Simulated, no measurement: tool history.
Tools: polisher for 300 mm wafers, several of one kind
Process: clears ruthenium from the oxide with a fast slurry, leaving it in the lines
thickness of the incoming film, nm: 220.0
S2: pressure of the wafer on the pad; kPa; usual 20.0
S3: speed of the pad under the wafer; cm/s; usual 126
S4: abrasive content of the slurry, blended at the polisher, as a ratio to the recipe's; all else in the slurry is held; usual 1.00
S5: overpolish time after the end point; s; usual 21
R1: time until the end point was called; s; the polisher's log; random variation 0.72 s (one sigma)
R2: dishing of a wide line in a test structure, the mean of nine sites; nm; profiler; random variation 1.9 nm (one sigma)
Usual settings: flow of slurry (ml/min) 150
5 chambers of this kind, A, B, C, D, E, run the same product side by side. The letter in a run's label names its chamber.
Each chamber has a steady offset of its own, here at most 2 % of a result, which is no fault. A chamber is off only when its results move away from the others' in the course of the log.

run 1A hour=5.6 | flow_of_slurry_(ml/min)=150 S2=20.0 S3=126 S4=1.00 S5=21 | R1=40.603 R2=86.454
-- hour=11.7 chamber D: slurry blender recalibrated
-- hour=13.5 chamber B: worn pad replaced by a new one
run 2D hour=15.3 | flow_of_slurry_(ml/min)=150 S2=20.0 S3=126 S4=1.00 S5=21 | R1=39.358 R2=85.061
-- hour=15.9 chamber C: slurry blender recalibrated
run 3C hour=22.0 | flow_of_slurry_(ml/min)=150 S2=20.0 S3=126 S4=1.00 S5=21 | R1=39.918 R2=82.168
-- hour=23.2 chamber E: worn pad replaced by a new one
run 4E hour=28.1 | flow_of_slurry_(ml/min)=150 S2=20.0 S3=126 S4=1.00 S5=21 | R1=40.856 R2=82.879
run 5B hour=34.8 | flow_of_slurry_(ml/min)=150 S2=20.0 S3=126 S4=1.00 S5=21 | R1=41.381 R2=82.702
-- hour=40.7 chamber A: worn pad replaced by a new one
run 6C hour=43.7 | flow_of_slurry_(ml/min)=150 S2=20.0 S3=126 S4=1.00 S5=21 | R1=40.990 R2=81.147
-- hour=46.1 chamber C: worn pad replaced by a new one
-- hour=53.7 chamber E: slurry nozzle cleaned
run 7A hour=55.4 | flow_of_slurry_(ml/min)=150 S2=20.0 S3=126 S4=1.00 S5=21 | R1=39.161 R2=82.986
run 8D hour=62.6 | flow_of_slurry_(ml/min)=150 S2=20.0 S3=126 S4=1.00 S5=21 | R1=40.104 R2=83.670
run 9B hour=72.1 | flow_of_slurry_(ml/min)=150 S2=20.0 S3=126 S4=1.00 S5=21 | R1=40.819 R2=83.380
-- hour=79.0 chamber A: slurry blender recalibrated
run 10E hour=80.8 | flow_of_slurry_(ml/min)=150 S2=20.0 S3=126 S4=1.00 S5=21 | R1=42.110 R2=85.484
run 11E hour=87.4 | flow_of_slurry_(ml/min)=150 S2=20.0 S3=126 S4=1.00 S5=21 | R1=40.239 R2=78.347
-- hour=90.3 chamber E: worn pad replaced by a new one
-- hour=91.8 chamber B: worn pad replaced by a new one
run 12D hour=95.9 | flow_of_slurry_(ml/min)=150 S2=20.0 S3=126 S4=1.00 S5=21 | R1=40.678 R2=81.840
run 13B hour=106.0 | flow_of_slurry_(ml/min)=150 S2=20.0 S3=126 S4=1.00 S5=21 | R1=41.352 R2=84.975
run 14C hour=116.1 | flow_of_slurry_(ml/min)=150 S2=20.0 S3=126 S4=1.00 S5=21 | R1=40.074 R2=83.703
-- hour=120.1 chamber D: worn pad replaced by a new one
run 15A hour=121.5 | flow_of_slurry_(ml/min)=150 S2=20.0 S3=126 S4=1.00 S5=21 | R1=39.961 R2=85.801
run 16C hour=127.6 | flow_of_slurry_(ml/min)=150 S2=13.8 S3=126 S4=0.75 S5=21 | R1=68.421 R2=54.689
-- hour=133.1 chamber A: worn pad replaced by a new one
-- hour=134.7 chamber D: slurry blender recalibrated
run 17D hour=136.4 | flow_of_slurry_(ml/min)=150 S2=13.8 S3=126 S4=0.75 S5=21 | R1=66.640 R2=52.641
run 18A hour=147.3 | flow_of_slurry_(ml/min)=150 S2=13.8 S3=126 S4=0.75 S5=21 | R1=69.798 R2=55.600
run 19B hour=159.3 | flow_of_slurry_(ml/min)=150 S2=13.8 S3=126 S4=0.75 S5=21 | R1=67.800 R2=53.578
run 20E hour=165.4 | flow_of_slurry_(ml/min)=150 S2=13.8 S3=126 S4=0.75 S5=21 | R1=67.822 R2=54.913
-- hour=169.4 chamber B: slurry blender recalibrated
-- hour=171.3 chamber E: worn pad replaced by a new one
-- hour=174.8 chamber B: worn pad replaced by a new one
run 21A hour=175.6 | flow_of_slurry_(ml/min)=150 S2=20.0 S3=126 S4=1.15 S5=21 | R1=39.397 R2=88.763
-- hour=178.4 chamber E: slurry blender recalibrated
run 22C hour=184.2 | flow_of_slurry_(ml/min)=150 S2=20.0 S3=126 S4=1.15 S5=21 | R1=38.198 R2=88.142
-- hour=186.7 chamber C: worn pad replaced by a new one
run 23B hour=192.3 | flow_of_slurry_(ml/min)=150 S2=20.0 S3=126 S4=1.15 S5=21 | R1=38.141 R2=86.371
run 24E hour=197.7 | flow_of_slurry_(ml/min)=150 S2=20.0 S3=126 S4=1.15 S5=21 | R1=38.210 R2=87.637
run 25D hour=206.8 | flow_of_slurry_(ml/min)=150 S2=20.0 S3=126 S4=1.15 S5=21 | R1=37.480 R2=90.204
run 26E hour=212.8 | flow_of_slurry_(ml/min)=150 S2=20.0 S3=126 S4=1.00 S5=21 | R1=40.835 R2=81.494
-- hour=219.0 chamber A: slurry nozzle cleaned
run 27D hour=223.9 | flow_of_slurry_(ml/min)=150 S2=20.0 S3=126 S4=1.00 S5=21 | R1=38.942 R2=85.260
-- hour=231.8 chamber C: slurry nozzle cleaned
run 28A hour=234.4 | flow_of_slurry_(ml/min)=150 S2=20.0 S3=126 S4=1.00 S5=21 | R1=40.001 R2=84.825
-- hour=235.6 chamber C: slurry blender recalibrated
-- hour=240.6 chamber E: worn pad replaced by a new one
run 29C hour=241.9 | flow_of_slurry_(ml/min)=150 S2=20.0 S3=126 S4=1.00 S5=21 | R1=40.657 R2=84.800
-- hour=246.6 chamber A: worn pad replaced by a new one
-- hour=252.5 chamber B: slurry nozzle cleaned
run 30B hour=254.0 | flow_of_slurry_(ml/min)=150 S2=20.0 S3=126 S4=1.20 S5=16 | R1=37.927 R2=70.787
run 31E hour=259.4 | flow_of_slurry_(ml/min)=150 S2=20.0 S3=126 S4=1.20 S5=16 | R1=38.343 R2=70.987
-- hour=261.8 chamber B: worn pad replaced by a new one
-- hour=265.5 chamber D: worn pad replaced by a new one
run 32D hour=265.5 | flow_of_slurry_(ml/min)=150 S2=20.0 S3=126 S4=1.20 S5=16 | R1=36.387 R2=73.109
run 33B hour=273.9 | flow_of_slurry_(ml/min)=150 S2=20.0 S3=126 S4=1.20 S5=16 | R1=37.929 R2=72.187
-- hour=275.9 chamber D: slurry blender recalibrated
run 34C hour=283.6 | flow_of_slurry_(ml/min)=150 S2=20.0 S3=126 S4=1.20 S5=16 | R1=35.871 R2=71.138
run 35A hour=291.0 | flow_of_slurry_(ml/min)=150 S2=20.0 S3=126 S4=1.00 S5=21 | R1=40.754 R2=83.144
run 36A hour=300.1 | flow_of_slurry_(ml/min)=150 S2=20.0 S3=126 S4=1.00 S5=21 | R1=40.368 R2=81.715
-- hour=301.4 chamber E: worn pad replaced by a new one
run 37C hour=308.6 | flow_of_slurry_(ml/min)=150 S2=20.0 S3=126 S4=1.00 S5=21 | R1=40.077 R2=85.823
run 38B hour=319.8 | flow_of_slurry_(ml/min)=150 S2=20.0 S3=126 S4=1.00 S5=21 | R1=40.406 R2=83.867
run 39D hour=330.0 | flow_of_slurry_(ml/min)=150 S2=20.0 S3=126 S4=1.00 S5=21 | R1=39.305 R2=83.767
run 40E hour=336.2 | flow_of_slurry_(ml/min)=150 S2=20.0 S3=126 S4=1.00 S5=21 | R1=40.691 R2=82.411
-- hour=342.6 chamber A: worn pad replaced by a new one
run 41A hour=346.1 | flow_of_slurry_(ml/min)=150 S2=20.0 S3=126 S4=1.00 S5=21 | R1=41.666 R2=84.817
-- hour=352.4 chamber B: worn pad replaced by a new one
run 42B hour=352.4 | flow_of_slurry_(ml/min)=150 S2=20.0 S3=126 S4=1.00 S5=21 | R1=41.887 R2=81.386

Is one chamber off against the others, does the gauge drift, or is nothing wrong? If a chamber is off, say which, and what the likeliest cause is.

No chamber stands off beyond its own small offset, and the gauge holds steady.
